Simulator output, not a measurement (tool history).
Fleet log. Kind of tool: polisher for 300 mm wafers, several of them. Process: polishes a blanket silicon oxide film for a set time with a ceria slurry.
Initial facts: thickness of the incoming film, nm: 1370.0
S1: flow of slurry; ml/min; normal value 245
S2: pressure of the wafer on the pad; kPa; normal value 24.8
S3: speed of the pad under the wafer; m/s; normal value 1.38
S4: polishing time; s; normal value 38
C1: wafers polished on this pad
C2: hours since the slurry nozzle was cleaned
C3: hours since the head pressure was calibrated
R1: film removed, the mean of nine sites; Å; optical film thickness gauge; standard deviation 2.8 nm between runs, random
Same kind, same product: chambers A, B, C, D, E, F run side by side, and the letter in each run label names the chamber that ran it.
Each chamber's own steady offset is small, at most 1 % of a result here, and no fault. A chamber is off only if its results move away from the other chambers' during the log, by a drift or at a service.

run   hour   S1    S2    S3  S4    C1     C2     C3      R1
       4.1  -- chamber D: worn pad replaced by a new one
       4.3  -- chamber B: slurry nozzle cleaned
       5.1  -- chamber B: worn pad replaced by a new one
 1A    8.3  245  24.8  1.38  38   416  579.3   36.2  2426.9
      16.1  -- chamber A: slurry nozzle cleaned
 2D   17.7  245  24.8  1.38  38   127  446.6  945.7  2361.5
      22.6  -- chamber F: worn pad replaced by a new one
 3F   25.9  245  24.8  1.38  38    31  229.8  116.9  2454.0
      29.3  -- chamber F: slurry nozzle cleaned
 4B   36.0  245  24.8  1.38  38   288   31.8  404.8  2397.0
      41.6  -- chamber A: worn pad replaced by a new one
 5C   45.3  245  24.8  1.38  38   486   71.4  210.3  2403.2
 6E   54.2  245  24.8  1.38  38  1244  160.7  442.2  2371.6
 7D   61.3  245  24.8  1.38  38   534  490.2  989.3  2385.6
      65.9  -- chamber C: worn pad replaced by a new one
 8F   66.8  245  24.8  1.38  38   412   37.6  157.8  2413.2
      74.2  -- chamber D: head pressure recalibrated
 9A   77.0  245  24.8  1.38  38   331   61.0  104.9  2381.7
      80.0  -- chamber D: worn pad replaced by a new one
      81.6  -- chamber B: worn pad replaced by a new one
10C   85.7  245  24.8  1.38  38   184  111.8  250.7  2358.8
      88.5  -- chamber E: worn pad replaced by a new one
11E   95.4  245  24.8  1.38  38    65  201.9  483.4  2373.4
12B  103.8  245  24.8  1.38  38   207   99.6  472.6  2429.1
     106.2  -- chamber D: slurry nozzle cleaned
13D  110.8  245  24.8  1.38  38   288    4.7   36.6  2399.9
14C  118.9  245  24.8  1.38  38   494  145.0  283.9  2408.5
     124.3  -- chamber A: worn pad replaced by a new one
15B  128.1  245  24.8  1.38  38   434  123.9  496.9  2413.6
     129.3  -- chamber F: worn pad replaced by a new one
     132.1  -- chamber B: head pressure recalibrated
16F  135.3  245  24.8  1.38  38    56  106.1  226.3  2420.6
     140.8  -- chamber B: worn pad replaced by a new one
17E  142.4  245  24.8  1.38  38   503  248.9  530.4  2326.5
     146.5  -- chamber C: worn pad replaced by a new one
18A  147.3  245  24.8  1.38  38   214  131.3  175.2  2389.4
19D  155.2  245  20.7  1.38  42   702   49.1   81.0  2202.9
     160.6  -- chamber D: worn pad replaced by a new one
20B  163.1  245  20.7  1.38  42   208  158.9   31.1  2215.5
21C  167.9  245  20.7  1.38  42   199  194.0  332.9  2192.5
22F  175.0  245  20.7  1.38  42   427  145.8  266.0  2232.6
     179.4  -- chamber C: slurry nozzle cleaned
23A  180.9  245  20.7  1.38  42   528  164.9  208.8  2163.0
24E  191.6  245  20.7  1.38  42   962  298.1  579.6  2133.6
     196.7  -- chamber A: worn pad replaced by a new one
     200.8  -- chamber B: worn pad replaced by a new one
25D  202.2  245  24.8  1.38  38   388   96.1  128.0  2373.3
26B  212.3  245  24.8  1.38  38   107  208.1   80.3  2400.5
     215.6  -- chamber E: worn pad replaced by a new one
27E  217.5  245  18.6  0.94  38    18  324.0  605.5  1186.3
28F  227.1  245  18.6  0.94  38   913  197.9  318.1  1232.1
     228.5  -- chamber C: worn pad replaced by a new one
29A  236.6  245  18.6  0.94  38   372  220.6  264.5  1209.0
     238.8  -- chamber E: slurry nozzle cleaned
     242.0  -- chamber D: worn pad replaced by a new one
30C  246.5  245  18.6  0.94  38   168   67.1  411.5  1220.3
     251.1  -- chamber F: worn pad replaced by a new one
31D  255.0  245  18.6  0.94  38   121  148.9  180.8  1234.2
32C  260.4  245  18.6  0.94  38   298   81.0  425.4  1261.9
     267.7  -- chamber F: slurry nozzle cleaned
33B  267.9  245  24.8  1.38  38   626  263.7  135.9  2424.0
     273.8  -- chamber B: worn pad replaced by a new one
34E  278.4  245  24.8  1.38  38   586   39.7  666.4  2258.0
     282.4  -- chamber A: worn pad replaced by a new one
35F  286.2  245  24.8  1.38  38   327   18.6  377.2  2420.1
36A  293.6  245  24.8  1.38  38   104  277.6  321.5  2395.8
37F  300.5  245  24.8  1.38  38   460   32.9  391.5  2387.7
     301.5  -- chamber C: worn pad replaced by a new one
38B  309.1  175  24.8  1.38  28   329  304.9  177.1  1686.1
     309.6  -- chamber D: worn pad replaced by a new one
39C  314.5  175  24.8  1.38  28   121  135.1  479.5  1693.6
     315.6  -- chamber A: head pressure recalibrated
40E  323.1  175  24.8  1.38  28  1003   84.4  711.1  1554.0
41D  328.1  175  24.8  1.38  28   173  222.0  253.9  1673.2
42A  335.0  175  24.8  1.38  28   491  319.0   19.4  1671.8
43F  340.3  175  24.8  1.38  28   832   72.7  431.3  1710.3

Is one chamber off against the others, does the gauge drift, or is nothing wrong? If a chamber is off, say which, and what the likeliest cause is.

One chamber, E, drifts off from the rest bit by bit.
What lies behind it: head's pressure below its setpoint, % = 7.25.

Here are 4 candidates for chamber E's next run, each the usual settings with a change, their results left as question marks. Which one brings its results back in line with what the others give on the usual settings?
Maximum distance from the other chambers' mean on the usual settings for a result to count as in line: R1 97.0 Å
44E-1  348.0  245  22.8  1.38  36               ?
44E-2  348.0  245  26.9  1.38  41               ?
44E-3  348.0  245  24.1  1.32  38               ?
44E-4  348.0  245  24.8  1.48  38               ?

The other chambers' mean on the usual settings: R1 2390.7 Å
  run      R1
44E-1  1921.0
44E-2  2590.1
44E-3  2058.4
44E-4  2374.7
Change 44E-4 lands the chamber within the allowed miss of the other chambers.
